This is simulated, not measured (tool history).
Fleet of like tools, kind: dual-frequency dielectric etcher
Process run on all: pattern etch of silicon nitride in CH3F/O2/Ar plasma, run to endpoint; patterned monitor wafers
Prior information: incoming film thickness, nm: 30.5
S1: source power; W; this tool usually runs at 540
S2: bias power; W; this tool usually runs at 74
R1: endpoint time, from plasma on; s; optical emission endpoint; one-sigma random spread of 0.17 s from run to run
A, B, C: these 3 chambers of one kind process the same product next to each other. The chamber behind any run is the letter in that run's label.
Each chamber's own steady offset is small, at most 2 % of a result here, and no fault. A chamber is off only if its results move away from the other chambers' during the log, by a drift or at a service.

Run 1B, hour 15: usual settings. Result: R1 39.827 s.
Run 2A, hour 23.9: usual settings. Result: R1 39.527 s.
Run 3C, hour 37: usual settings. Result: R1 39.15 s.
Run 4C, hour 52: usual settings. Result: R1 38.88 s.
Run 5A, hour 64.1: usual settings but S1 420 W, S2 69 W. Result: R1 44.356 s.
Run 6B, hour 78.7: usual settings but S1 420 W, S2 69 W. Result: R1 44.682 s.
Run 7B, hour 89.8: usual settings but S1 420 W, S2 69 W. Result: R1 44.555 s.
Run 8C, hour 105.4: usual settings. Result: R1 39.154 s.
Run 9A, hour 112.7: usual settings. Result: R1 39.641 s.
Run 10B, hour 125: usual settings. Result: R1 39.827 s.
Run 11A, hour 137.6: usual settings. Result: R1 39.714 s.
Run 12C, hour 144.7: usual settings. Result: R1 38.928 s.
Run 13B, hour 153.4: usual settings. Result: R1 39.557 s.
Run 14A, hour 168.5: usual settings. Result: R1 39.425 s.
Run 15C, hour 182.4: usual settings. Result: R1 38.781 s.
Run 16C, hour 196.7: usual settings. Result: R1 39.22 s.
Run 17A, hour 209.8: usual settings. Result: R1 39.515 s.
Run 18B, hour 225.2: usual settings. Result: R1 39.603 s.
Run 19B, hour 233.5: usual settings. Result: R1 40.001 s.
Run 20A, hour 242.7: usual settings. Result: R1 38.987 s.
Run 21C, hour 258.4: usual settings. Result: R1 39.171 s.
Run 22C, hour 269.5: usual settings. Result: R1 39.009 s.
Run 23B, hour 282.7: usual settings. Result: R1 39.664 s.
Run 24A, hour 290.6: usual settings. Result: R1 39.346 s.
Run 25C, hour 298.9: usual settings. Result: R1 38.785 s.
Run 26A, hour 311: usual settings. Result: R1 39.539 s.
Run 27B, hour 319.8: usual settings. Result: R1 39.887 s.
At hour 329.4: chamber B: wet clean of the chamber.
At hour 333: chamber A: source power generator calibrated.
Run 28A, hour 333.2: usual settings. Result: R1 39.71 s.
Run 29C, hour 346: usual settings. Result: R1 39.073 s.
Run 30B, hour 358.3: usual settings. Result: R1 39.878 s.
Run 31A, hour 368.8: usual settings. Result: R1 39.479 s.
Run 32C, hour 384.6: usual settings. Result: R1 38.992 s.

The same settings go to every chamber for the next run, one line per chamber below. Forecast the results for each:
Run 33A, hour 395.9: usual settings but S1 400 W. Result: R1 ?.
Run 33B, hour 395.9: usual settings but S1 400 W. Result: R1 ?.
Run 33C, hour 395.9: usual settings but S1 400 W. Result: R1 ?.

run      R1
33A  44.108
33B  44.542
33C  43.592
